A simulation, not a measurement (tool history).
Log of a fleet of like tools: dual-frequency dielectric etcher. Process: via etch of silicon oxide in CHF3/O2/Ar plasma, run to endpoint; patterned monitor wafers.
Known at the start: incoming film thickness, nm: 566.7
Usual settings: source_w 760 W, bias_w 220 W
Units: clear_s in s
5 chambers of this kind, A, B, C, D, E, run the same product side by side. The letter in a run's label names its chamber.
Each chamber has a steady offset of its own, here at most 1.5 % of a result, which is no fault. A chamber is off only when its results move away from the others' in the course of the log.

run,hour,source_w,bias_w,hours since the last wet clean,hours since the last source power generator calibration,hours since the last bias power generator calibration,clear_s
1E,9.4,760,220,162.5,3869.8,1089.6,248.23
2C,16.2,760,220,122.8,2207.5,1094.7,243.14
3A,27.1,760,220,408.6,1448.6,1658.1,243.02
4D,39.7,760,220,73,1292.9,2049.2,243.22
5B,46.7,920,220,103.1,1416.8,585.5,228.26
6B,54.9,920,220,111.3,1425,593.7,228.78
7E,67.8,920,220,220.9,3928.2,1148,229.85
8D,74.7,920,220,108,1327.9,2084.2,228.75
9C,85.3,920,220,191.9,2276.6,1163.8,225.12
10A,93.1,900,220,474.6,1514.6,1724.1,228.02
11C,105.1,900,220,211.7,2296.4,1183.6,226.89
# hour 109.2: chamber A: bias power generator calibrated
12B,118.5,900,220,174.9,1488.6,657.3,230.38
13E,125.8,900,220,278.9,3986.2,1206,230.3
14D,138.1,900,220,171.4,1391.3,2147.6,230.96
15A,144.5,760,220,526,1566,35.3,243.95
# hour 148.4: chamber A: wet clean of the chamber
16E,150.9,760,220,304,4011.3,1231.1,249.16
17D,161.3,760,220,194.6,1414.5,2170.8,245.09
18B,167.9,600,254,224.3,1538,706.7,255.76
19A,175.4,600,254,27.1,1596.9,66.2,254.53
20C,183.8,600,254,290.4,2375.1,1262.3,252.28
21C,194.9,600,254,301.5,2386.2,1273.4,252.29
22D,203.4,600,254,236.7,1456.6,2212.9,256.45
# hour 206.9: chamber C: wet clean of the chamber
23A,212.3,760,220,64,1633.8,103.1,246.36
24B,224.2,760,188,280.6,1594.3,763,260.64
25E,230.9,760,188,384,4091.3,1311.1,263.06
# hour 235.9: chamber E: wet clean of the chamber
26E,241,760,188,5.2,4101.4,1321.2,258.95
27D,249.8,760,188,283.1,1503,2259.3,256.73
28B,256.7,760,188,313.1,1626.8,795.5,259.51
29A,265.7,760,220,117.4,1687.2,156.5,247.93
30C,274.5,760,220,67.7,2465.8,1353,245.04
31E,283.3,760,220,47.5,4143.7,1363.5,246.1
32C,296.7,760,172,89.9,2488,1375.2,267.55
33D,303.6,760,172,336.9,1556.8,2313.1,265.68
34B,315.7,760,172,372.1,1685.8,854.5,267.43
35A,326.1,760,172,177.8,1747.6,216.9,266.2

Next, every chamber runs the same settings. What will each give?
36A,336.7,760,220,,,,?
36B,336.7,760,220,,,,?
36C,336.7,760,220,,,,?
36D,336.7,760,220,,,,?
36E,336.7,760,220,,,,?

run,clear_s
36A,246.05
36B,246.43
36C,243.23
36D,245.22
36E,248.82

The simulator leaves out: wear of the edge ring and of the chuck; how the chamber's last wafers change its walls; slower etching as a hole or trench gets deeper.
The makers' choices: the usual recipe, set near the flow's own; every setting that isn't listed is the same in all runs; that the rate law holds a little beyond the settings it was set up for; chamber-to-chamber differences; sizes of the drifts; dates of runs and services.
